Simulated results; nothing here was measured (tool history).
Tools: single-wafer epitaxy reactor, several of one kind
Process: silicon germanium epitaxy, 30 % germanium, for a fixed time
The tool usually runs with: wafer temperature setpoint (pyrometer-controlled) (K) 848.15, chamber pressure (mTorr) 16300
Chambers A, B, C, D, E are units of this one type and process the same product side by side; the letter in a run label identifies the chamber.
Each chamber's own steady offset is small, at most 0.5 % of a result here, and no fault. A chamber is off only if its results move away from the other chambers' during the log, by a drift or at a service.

run,hour,wafer temperature setpoint (pyrometer-controlled) (K),chamber pressure (mTorr),hours since the last pyrometer calibration,hours since the last manometer calibration,"read-back reference wafer on the same gauge, thickness_nm",mean film thickness on the monitor wafer (nm)
1A,5.7,848.15,16300,802.6,571.0,37.906,33.935
2D,11.1,848.15,16300,852.0,959.7,37.906,33.807
3B,18.1,848.15,16300,56.4,1677.6,37.915,34.139
4E,26.2,848.15,16300,173.9,1309.3,37.926,34.097
5C,33.2,837.15,16300,891.3,511.6,37.937,27.510
6E,40.8,837.15,16300,188.5,1323.9,37.946,27.599
7D,48.7,837.15,16300,889.6,997.3,37.944,27.412
8A,55.7,837.15,16300,852.6,621.0,37.937,27.378
9B,61.1,837.15,16300,99.4,1720.6,37.953,27.503
10C,70.0,848.15,16300,928.1,548.4,37.980,34.220
11D,74.9,848.15,16300,915.8,1023.5,37.967,33.908
12C,82.3,837.15,19400,940.4,560.7,37.974,29.557
13E,87.7,837.15,19400,235.4,1370.8,37.981,29.672
14A,95.5,837.15,19400,892.4,660.8,37.996,29.457
15B,102.5,837.15,19400,140.8,1762.0,37.989,29.428
16A,110.8,837.15,19400,907.7,676.1,37.995,29.419
17B,119.4,848.15,16300,157.7,1778.9,38.015,34.303
18D,126.1,848.15,16300,967.0,1074.7,38.037,33.902
19C,131.1,848.15,16300,989.2,609.5,38.016,34.248
20E,138.0,856.15,12300,285.7,1421.1,38.035,35.636
21B,145.2,856.15,12300,183.5,1804.7,38.036,35.725
22E,150.5,856.15,12300,298.2,1433.6,38.042,35.559
23D,156.6,856.15,12300,997.5,1105.2,38.054,35.257
24C,161.0,856.15,12300,1019.1,639.4,38.059,35.623
25A,168.9,848.15,16300,965.8,734.2,38.076,34.124
26C,173.3,848.15,16300,1031.4,651.7,38.063,34.257
27D,181.8,848.15,16300,1022.7,1130.4,38.069,34.008
28B,189.4,848.15,16300,227.7,1848.9,38.068,34.333
29A,194.2,848.15,16300,991.1,759.5,38.096,34.164
30E,200.3,848.15,16300,348.0,1483.4,38.076,34.272
31E,204.8,848.15,16300,352.5,1487.9,38.097,34.345
32B,210.9,848.15,16300,249.2,1870.4,38.103,34.287
33D,218.1,848.15,16300,1059.0,1166.7,38.100,33.992
34C,222.0,848.15,16300,1080.1,700.4,38.119,34.307

Does one chamber stand apart from the rest, does the shared gauge drift, or is all well apart from small per-chamber offsets? Give the chamber and the most likely cause, where there is one.

Gauge drift. The chambers move together only on paper, and none stands off.
Likeliest cause: gauge reads high (%) = 0.563.

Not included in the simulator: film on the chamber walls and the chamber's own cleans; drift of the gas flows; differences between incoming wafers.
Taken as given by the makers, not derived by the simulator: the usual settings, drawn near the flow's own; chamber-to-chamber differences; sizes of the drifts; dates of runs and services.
